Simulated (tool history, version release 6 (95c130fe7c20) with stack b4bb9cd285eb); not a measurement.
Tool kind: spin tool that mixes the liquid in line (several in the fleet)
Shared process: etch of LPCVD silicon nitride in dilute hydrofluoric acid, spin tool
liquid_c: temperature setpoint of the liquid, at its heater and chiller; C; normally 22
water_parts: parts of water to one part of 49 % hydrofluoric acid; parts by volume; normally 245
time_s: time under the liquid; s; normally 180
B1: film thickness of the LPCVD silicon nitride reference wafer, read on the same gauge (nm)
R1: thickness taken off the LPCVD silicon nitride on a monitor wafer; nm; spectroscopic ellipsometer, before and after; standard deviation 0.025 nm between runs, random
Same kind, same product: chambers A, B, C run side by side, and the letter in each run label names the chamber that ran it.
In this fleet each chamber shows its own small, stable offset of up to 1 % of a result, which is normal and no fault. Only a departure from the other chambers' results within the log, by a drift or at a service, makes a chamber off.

Run 1A, hour 8.5: usual settings; B1 149.99. Result: R1 0.36189 nm.
Run 2B, hour 19.6: usual settings; B1 149.98. Result: R1 0.34319 nm.
Run 3C, hour 27.5: usual settings; B1 149.98. Result: R1 0.39643 nm.
Run 4C, hour 37.6: usual settings; B1 150. Result: R1 0.39796 nm.
Run 5A, hour 50.7: usual settings; B1 150.01. Result: R1 0.39256 nm.
Run 6B, hour 58: usual settings but water_parts 325 parts by volume, time_s 240 s; B1 150. Result: R1 0.37339 nm.
Run 7C, hour 71.7: usual settings but water_parts 325 parts by volume, time_s 240 s; B1 150.01. Result: R1 0.42204 nm.
At hour 79.9: chamber A: thermometer replaced.
Run 8A, hour 85.4: usual settings but water_parts 325 parts by volume, time_s 240 s; B1 150.01. Result: R1 0.38018 nm.
Run 9B, hour 95: usual settings; B1 150.01. Result: R1 0.39639 nm.
Run 10A, hour 102.2: usual settings; B1 150.01. Result: R1 0.3781 nm.
Run 11C, hour 110.2: usual settings; B1 150.01. Result: R1 0.4287 nm.
At hour 113.4: chamber A: hydrofluoric acid flow meter replaced.
Run 12B, hour 121.1: usual settings; B1 150. Result: R1 0.387 nm.
Run 13C, hour 132.1: usual settings but liquid_c 26 C, time_s 245 s; B1 150. Result: R1 0.73053 nm.
Run 14B, hour 139.9: usual settings but liquid_c 26 C, time_s 245 s; B1 150. Result: R1 0.67823 nm.
Run 15A, hour 150.7: usual settings but liquid_c 26 C, time_s 245 s; B1 150.01. Result: R1 0.62165 nm.
Run 16B, hour 164.1: usual settings but time_s 250 s; B1 150. Result: R1 0.51155 nm.
Run 17A, hour 172.3: usual settings but time_s 250 s; B1 149.99. Result: R1 0.51077 nm.
Run 18C, hour 180.8: usual settings but time_s 250 s; B1 149.99. Result: R1 0.54886 nm.
Run 19C, hour 191.3: usual settings; B1 150.01. Result: R1 0.41952 nm.
Run 20A, hour 204.6: usual settings but time_s 280 s; B1 150.01. Result: R1 0.58846 nm.
Run 21B, hour 216.3: usual settings but time_s 280 s; B1 149.99. Result: R1 0.54483 nm.
At hour 224.3: chamber B: thermometer replaced.
Run 22C, hour 228.2: usual settings but time_s 280 s; B1 150. Result: R1 0.61204 nm.
Run 23B, hour 239.2: usual settings; B1 149.99. Result: R1 0.38243 nm.
Run 24A, hour 249.3: usual settings; B1 149.98. Result: R1 0.36385 nm.
Run 25C, hour 260.6: usual settings; B1 150. Result: R1 0.36301 nm.
Run 26B, hour 268.2: usual settings; B1 149.99. Result: R1 0.361 nm.
Run 27A, hour 276.6: usual settings but liquid_c 24 C; B1 150. Result: R1 0.44561 nm.
Run 28C, hour 284.1: usual settings but liquid_c 24 C; B1 150. Result: R1 0.46654 nm.
Run 29B, hour 290.6: usual settings but liquid_c 24 C; B1 149.99. Result: R1 0.39846 nm.
Run 30A, hour 299: usual settings but time_s 95 s; B1 149.99. Result: R1 0.19275 nm.
Run 31C, hour 311.7: usual settings but time_s 95 s; B1 150.01. Result: R1 0.21476 nm.
Run 32A, hour 323: usual settings but time_s 95 s; B1 150. Result: R1 0.1999 nm.
Run 33B, hour 335.3: usual settings; B1 150.01. Result: R1 0.37636 nm.

Each of the 3 chambers runs these same settings next. Fill in every chamber's results:
Run 34A, hour 346.2: usual settings. Result: R1 ?.
Run 34B, hour 346.2: usual settings. Result: R1 ?.
Run 34C, hour 346.2: usual settings. Result: R1 ?.

run       R1
34A  0.34224
34B  0.39836
34C  0.41659
